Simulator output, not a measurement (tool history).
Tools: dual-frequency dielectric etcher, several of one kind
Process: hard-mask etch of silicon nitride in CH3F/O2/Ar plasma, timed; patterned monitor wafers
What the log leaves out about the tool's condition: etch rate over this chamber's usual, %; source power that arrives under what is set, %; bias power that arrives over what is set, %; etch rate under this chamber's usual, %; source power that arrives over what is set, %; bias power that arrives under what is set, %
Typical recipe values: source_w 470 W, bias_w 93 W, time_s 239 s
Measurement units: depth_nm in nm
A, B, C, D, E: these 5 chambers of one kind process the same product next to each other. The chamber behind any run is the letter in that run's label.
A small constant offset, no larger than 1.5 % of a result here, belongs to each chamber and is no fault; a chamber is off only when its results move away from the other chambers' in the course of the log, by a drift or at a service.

| run | hour | source_w | bias_w | time_s | hours since the last wet clean | hours since the last source power generator calibration | hours since the last bias power generator calibration | read-back reference wafer on the same gauge, depth_nm | depth_nm |
|---|---|---|---|---|---|---|---|---|---|
| 1E | 11.3 | 470 | 93 | 239 | 193.1 | 1055.1 | 1315.4 | 202.94 | 190.06 |
| 2D | 22.2 | 470 | 93 | 239 | 274.7 | 938.5 | 1979.9 | 202.97 | 197.54 |
| 3C | 31.2 | 470 | 93 | 239 | 513 | 1399 | 363.1 | 203.01 | 197.55 |
|  | 39.6 | chamber C: source power generator calibrated |
| 4A | 43.1 | 470 | 93 | 239 | 278.5 | 1166.8 | 867.5 | 202.64 | 197.37 |
| 5B | 55.4 | 470 | 93 | 239 | 174 | 1764.8 | 129.4 | 202.89 | 194.76 |
|  | 68 | chamber D: bias power generator calibrated |
| 6D | 69.9 | 470 | 93 | 239 | 322.4 | 986.2 | 2 | 202.99 | 195.68 |
|  | 74.2 | chamber C: wet clean of the chamber |
| 7C | 81.5 | 470 | 93 | 239 | 7.3 | 42 | 413.4 | 203.04 | 195.02 |
| 8E | 94.9 | 470 | 93 | 239 | 276.7 | 1138.7 | 1399 | 203.21 | 192.72 |
| 9B | 108.2 | 470 | 93 | 275 | 226.8 | 1817.6 | 182.2 | 202.9 | 225.48 |
| 10A | 117.4 | 470 | 93 | 275 | 352.8 | 1241.1 | 941.8 | 202.79 | 225.04 |
| 11E | 123.8 | 470 | 93 | 275 | 305.6 | 1167.6 | 1427.9 | 203.03 | 221.31 |
| 12D | 137.8 | 470 | 93 | 275 | 390.3 | 1054.1 | 69.9 | 203 | 224.89 |
| 13B | 152.1 | 470 | 93 | 275 | 270.7 | 1861.5 | 226.1 | 202.8 | 224.69 |
|  | 161.3 | chamber A: wet clean of the chamber |
|  | 162.7 | chamber D: wet clean of the chamber |
| 14A | 166.6 | 510 | 76 | 239 | 5.3 | 1290.3 | 991 | 202.88 | 187.63 |
| 15C | 176 | 510 | 76 | 239 | 101.8 | 136.5 | 507.9 | 203.05 | 186.88 |
| 16E | 186 | 510 | 76 | 239 | 367.8 | 1229.8 | 1490.1 | 203.02 | 185.61 |
| 17C | 194.3 | 510 | 76 | 239 | 120.1 | 154.8 | 526.2 | 203.17 | 189.1 |
| 18B | 208.7 | 510 | 76 | 239 | 327.3 | 1918.1 | 282.7 | 203.03 | 186.63 |
| 19A | 222 | 470 | 93 | 239 | 60.7 | 1345.7 | 1046.4 | 203.17 | 194.59 |
| 20D | 236.5 | 470 | 93 | 239 | 73.8 | 1152.8 | 168.6 | 202.74 | 195.58 |
| 21B | 250.1 | 470 | 93 | 239 | 368.7 | 1959.5 | 324.1 | 203.01 | 195.35 |
| 22E | 258.5 | 470 | 93 | 239 | 440.3 | 1302.3 | 1562.6 | 202.91 | 194.56 |
| 23C | 268.7 | 470 | 93 | 239 | 194.5 | 229.2 | 600.6 | 202.93 | 196.19 |
| 24D | 275.6 | 470 | 93 | 239 | 112.9 | 1191.9 | 207.7 | 202.95 | 196.47 |
| 25A | 284 | 420 | 93 | 239 | 122.7 | 1407.7 | 1108.4 | 202.98 | 188.92 |
|  | 293 | chamber B: source power generator calibrated |
| 26B | 296 | 420 | 93 | 239 | 414.6 | 3.1 | 370 | 203.23 | 187.52 |
| 27E | 302.7 | 420 | 93 | 239 | 484.5 | 1346.5 | 1606.8 | 203.2 | 184.72 |
|  | 312 | chamber B: wet clean of the chamber |
| 28A | 314.3 | 420 | 93 | 239 | 153 | 1438 | 1138.7 | 202.75 | 186.2 |
| 29D | 329 | 420 | 93 | 239 | 166.3 | 1245.3 | 261.1 | 202.86 | 186.04 |
| 30C | 343 | 470 | 93 | 239 | 268.8 | 303.5 | 674.9 | 202.79 | 197.56 |
| 31A | 354.8 | 470 | 93 | 239 | 193.5 | 1478.5 | 1179.2 | 202.94 | 194.37 |
| 32E | 361.9 | 470 | 93 | 239 | 543.7 | 1405.7 | 1666 | 203.15 | 192.1 |
| 33B | 368.4 | 470 | 93 | 239 | 56.5 | 75.5 | 442.4 | 202.91 | 194.95 |
| 34C | 375.6 | 470 | 93 | 239 | 301.4 | 336.1 | 707.5 | 203.18 | 195.15 |
| 35D | 383.7 | 470 | 93 | 239 | 221 | 1300 | 315.8 | 203.2 | 195.8 |
| 36B | 391.1 | 470 | 93 | 239 | 79.2 | 98.2 | 465.1 | 203.13 | 195.69 |
|  | 392.6 | chamber E: wet clean of the chamber |
| 37D | 401.2 | 470 | 93 | 239 | 238.5 | 1317.5 | 333.3 | 203.1 | 197.61 |
| 38A | 414.9 | 550 | 93 | 191 | 253.6 | 1538.6 | 1239.3 | 203.04 | 164.84 |
| 39C | 425.9 | 550 | 93 | 191 | 351.7 | 386.4 | 757.8 | 202.62 | 167.35 |
|  | 428.4 | chamber E: source power generator calibrated |
| 40E | 435.4 | 550 | 93 | 191 | 42.8 | 7.1 | 1739.5 | 203.16 | 163.17 |
| 41A | 445.4 | 550 | 93 | 191 | 284.1 | 1569.1 | 1269.8 | 202.79 | 164.91 |
| 42B | 457.8 | 550 | 93 | 191 | 145.9 | 164.9 | 531.8 | 203.05 | 165.55 |

All chambers now run identical settings, listed one chamber a line with results as question marks. What results will each chamber show?
| 43A | 468.5 | 470 | 93 | 239 |  |  |  |  | ? |
| 43B | 468.5 | 470 | 93 | 239 |  |  |  |  | ? |
| 43C | 468.5 | 470 | 93 | 239 |  |  |  |  | ? |
| 43D | 468.5 | 470 | 93 | 239 |  |  |  |  | ? |
| 43E | 468.5 | 470 | 93 | 239 |  |  |  |  | ? |

| run | depth_nm |
|---|---|
| 43A | 194.45 |
| 43B | 195.63 |
| 43C | 197.27 |
| 43D | 195.83 |
| 43E | 192.9 |
